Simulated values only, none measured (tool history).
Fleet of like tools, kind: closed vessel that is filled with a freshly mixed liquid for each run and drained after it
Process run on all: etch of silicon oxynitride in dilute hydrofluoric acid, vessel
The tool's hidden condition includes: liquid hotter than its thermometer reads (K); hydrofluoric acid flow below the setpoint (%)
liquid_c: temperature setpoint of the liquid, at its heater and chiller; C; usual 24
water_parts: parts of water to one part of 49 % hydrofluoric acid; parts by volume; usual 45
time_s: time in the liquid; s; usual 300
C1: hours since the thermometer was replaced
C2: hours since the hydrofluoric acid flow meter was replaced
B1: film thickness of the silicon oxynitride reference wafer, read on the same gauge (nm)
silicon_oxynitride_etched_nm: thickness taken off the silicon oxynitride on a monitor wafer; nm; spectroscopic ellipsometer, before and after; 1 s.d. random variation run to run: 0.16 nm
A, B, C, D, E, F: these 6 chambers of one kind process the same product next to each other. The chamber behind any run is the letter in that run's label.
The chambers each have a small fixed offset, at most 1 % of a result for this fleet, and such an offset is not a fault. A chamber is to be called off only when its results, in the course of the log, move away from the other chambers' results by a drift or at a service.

run 1E hour=2.1 | liquid_c=24 water_parts=45 time_s=300 | C1=784.2 C2=1413.5 | B1=30.005 | silicon_oxynitride_etched_nm=15.327
run 2F hour=6.9 | liquid_c=24 water_parts=45 time_s=300 | C1=897.5 C2=1047.9 | B1=29.999 | silicon_oxynitride_etched_nm=15.851
run 3B hour=11.2 | liquid_c=24 water_parts=45 time_s=300 | C1=684.1 C2=133.2 | B1=29.987 | silicon_oxynitride_etched_nm=15.554
run 4D hour=14.3 | liquid_c=24 water_parts=45 time_s=300 | C1=275.8 C2=870 | B1=30.015 | silicon_oxynitride_etched_nm=15.557
-- hour=16.3 chamber E: hydrofluoric acid flow meter replaced
run 5A hour=18.2 | liquid_c=24 water_parts=45 time_s=300 | C1=249.6 C2=646.3 | B1=29.989 | silicon_oxynitride_etched_nm=15.678
run 6C hour=22.3 | liquid_c=24 water_parts=45 time_s=300 | C1=450.8 C2=756.4 | B1=30.015 | silicon_oxynitride_etched_nm=15.314
run 7B hour=24.9 | liquid_c=24 water_parts=45 time_s=300 | C1=697.8 C2=146.9 | B1=30.007 | silicon_oxynitride_etched_nm=15.833
run 8D hour=28.1 | liquid_c=24 water_parts=45 time_s=300 | C1=289.6 C2=883.8 | B1=29.993 | silicon_oxynitride_etched_nm=15.659
run 9A hour=30.4 | liquid_c=24 water_parts=45 time_s=300 | C1=261.8 C2=658.5 | B1=30.011 | silicon_oxynitride_etched_nm=15.712
run 10E hour=34.4 | liquid_c=24 water_parts=45 time_s=300 | C1=816.5 C2=18.1 | B1=29.993 | silicon_oxynitride_etched_nm=15.636
run 11F hour=36.6 | liquid_c=22.5 water_parts=45 time_s=300 | C1=927.2 C2=1077.6 | B1=30.024 | silicon_oxynitride_etched_nm=14.652
run 12C hour=40 | liquid_c=22.5 water_parts=45 time_s=300 | C1=468.5 C2=774.1 | B1=29.981 | silicon_oxynitride_etched_nm=14.479
run 13D hour=42.5 | liquid_c=22.5 water_parts=45 time_s=300 | C1=304 C2=898.2 | B1=29.983 | silicon_oxynitride_etched_nm=14.501
run 14F hour=46.4 | liquid_c=22.5 water_parts=45 time_s=300 | C1=937 C2=1087.4 | B1=29.985 | silicon_oxynitride_etched_nm=14.425
run 15A hour=48.6 | liquid_c=22.5 water_parts=45 time_s=300 | C1=280 C2=676.7 | B1=30.015 | silicon_oxynitride_etched_nm=14.567
run 16C hour=51.9 | liquid_c=22.5 water_parts=45 time_s=300 | C1=480.4 C2=786 | B1=30.001 | silicon_oxynitride_etched_nm=14.696
run 17E hour=54.1 | liquid_c=24 water_parts=45 time_s=300 | C1=836.2 C2=37.8 | B1=29.987 | silicon_oxynitride_etched_nm=15.569
run 18B hour=57.6 | liquid_c=24 water_parts=45 time_s=300 | C1=730.5 C2=179.6 | B1=29.984 | silicon_oxynitride_etched_nm=15.912
run 19D hour=62.2 | liquid_c=24 water_parts=45 time_s=300 | C1=323.7 C2=917.9 | B1=29.998 | silicon_oxynitride_etched_nm=15.318
run 20A hour=64.4 | liquid_c=24 water_parts=45 time_s=300 | C1=295.8 C2=692.5 | B1=29.999 | silicon_oxynitride_etched_nm=15.786
run 21E hour=67.3 | liquid_c=28.5 water_parts=45 time_s=370 | C1=849.4 C2=51 | B1=29.984 | silicon_oxynitride_etched_nm=24.02
run 22B hour=69.6 | liquid_c=28.5 water_parts=45 time_s=370 | C1=742.5 C2=191.6 | B1=29.995 | silicon_oxynitride_etched_nm=24.164
run 23C hour=72.4 | liquid_c=28.5 water_parts=45 time_s=370 | C1=500.9 C2=806.5 | B1=30.007 | silicon_oxynitride_etched_nm=23.995
run 24F hour=76.2 | liquid_c=28.5 water_parts=45 time_s=370 | C1=966.8 C2=1117.2 | B1=30.001 | silicon_oxynitride_etched_nm=23.559
run 25C hour=80.3 | liquid_c=28.5 water_parts=45 time_s=370 | C1=508.8 C2=814.4 | B1=29.995 | silicon_oxynitride_etched_nm=23.782
run 26A hour=84.1 | liquid_c=28.5 water_parts=45 time_s=370 | C1=315.5 C2=712.2 | B1=30.005 | silicon_oxynitride_etched_nm=23.987
run 27F hour=88.8 | liquid_c=24 water_parts=45 time_s=300 | C1=979.4 C2=1129.8 | B1=30.002 | silicon_oxynitride_etched_nm=15.272
run 28B hour=92.8 | liquid_c=24 water_parts=45 time_s=300 | C1=765.7 C2=214.8 | B1=30.004 | silicon_oxynitride_etched_nm=15.7
run 29E hour=96.2 | liquid_c=24 water_parts=45 time_s=300 | C1=878.3 C2=79.9 | B1=29.997 | silicon_oxynitride_etched_nm=15.553
-- hour=98.2 chamber D: hydrofluoric acid flow meter replaced
run 30D hour=100.2 | liquid_c=26.5 water_parts=45 time_s=300 | C1=361.7 C2=2.1 | B1=30.035 | silicon_oxynitride_etched_nm=17.926
run 31D hour=105 | liquid_c=26.5 water_parts=45 time_s=300 | C1=366.5 C2=6.9 | B1=29.998 | silicon_oxynitride_etched_nm=17.559
run 32F hour=107.8 | liquid_c=26.5 water_parts=45 time_s=300 | C1=998.4 C2=1148.8 | B1=30.027 | silicon_oxynitride_etched_nm=16.613
run 33B hour=112.3 | liquid_c=26.5 water_parts=45 time_s=300 | C1=785.2 C2=234.3 | B1=29.987 | silicon_oxynitride_etched_nm=17.763
run 34C hour=115.9 | liquid_c=26.5 water_parts=45 time_s=300 | C1=544.4 C2=850 | B1=30.016 | silicon_oxynitride_etched_nm=17.557
run 35E hour=120.4 | liquid_c=26.5 water_parts=45 time_s=300 | C1=902.5 C2=104.1 | B1=30 | silicon_oxynitride_etched_nm=17.546
run 36A hour=123.9 | liquid_c=24 water_parts=45 time_s=300 | C1=355.3 C2=752 | B1=30.009 | silicon_oxynitride_etched_nm=15.924
run 37A hour=127.3 | liquid_c=24 water_parts=45 time_s=300 | C1=358.7 C2=755.4 | B1=29.994 | silicon_oxynitride_etched_nm=15.818
run 38F hour=131.5 | liquid_c=24 water_parts=45 time_s=395 | C1=1022.1 C2=1172.5 | B1=29.987 | silicon_oxynitride_etched_nm=19.584
run 39B hour=136.4 | liquid_c=24 water_parts=45 time_s=395 | C1=809.3 C2=258.4 | B1=30.015 | silicon_oxynitride_etched_nm=20.609
run 40C hour=140.7 | liquid_c=24 water_parts=45 time_s=395 | C1=569.2 C2=874.8 | B1=30 | silicon_oxynitride_etched_nm=20.434
run 41E hour=144.1 | liquid_c=24 water_parts=45 time_s=395 | C1=926.2 C2=127.8 | B1=29.999 | silicon_oxynitride_etched_nm=20.162
run 42D hour=147 | liquid_c=24 water_parts=45 time_s=395 | C1=408.5 C2=48.9 | B1=29.992 | silicon_oxynitride_etched_nm=20.825

Next, every chamber runs the same settings. What will each give?
run 43A hour=150.5 | liquid_c=24 water_parts=55 time_s=300 | silicon_oxynitride_etched_nm=?
run 43B hour=150.5 | liquid_c=24 water_parts=55 time_s=300 | silicon_oxynitride_etched_nm=?
run 43C hour=150.5 | liquid_c=24 water_parts=55 time_s=300 | silicon_oxynitride_etched_nm=?
run 43D hour=150.5 | liquid_c=24 water_parts=55 time_s=300 | silicon_oxynitride_etched_nm=?
run 43E hour=150.5 | liquid_c=24 water_parts=55 time_s=300 | silicon_oxynitride_etched_nm=?
run 43F hour=150.5 | liquid_c=24 water_parts=55 time_s=300 | silicon_oxynitride_etched_nm=?

run=43A silicon_oxynitride_etched_nm=12.705
run=43B silicon_oxynitride_etched_nm=12.907
run=43C silicon_oxynitride_etched_nm=12.706
run=43D silicon_oxynitride_etched_nm=12.754
run=43E silicon_oxynitride_etched_nm=12.898
run=43F silicon_oxynitride_etched_nm=11.931

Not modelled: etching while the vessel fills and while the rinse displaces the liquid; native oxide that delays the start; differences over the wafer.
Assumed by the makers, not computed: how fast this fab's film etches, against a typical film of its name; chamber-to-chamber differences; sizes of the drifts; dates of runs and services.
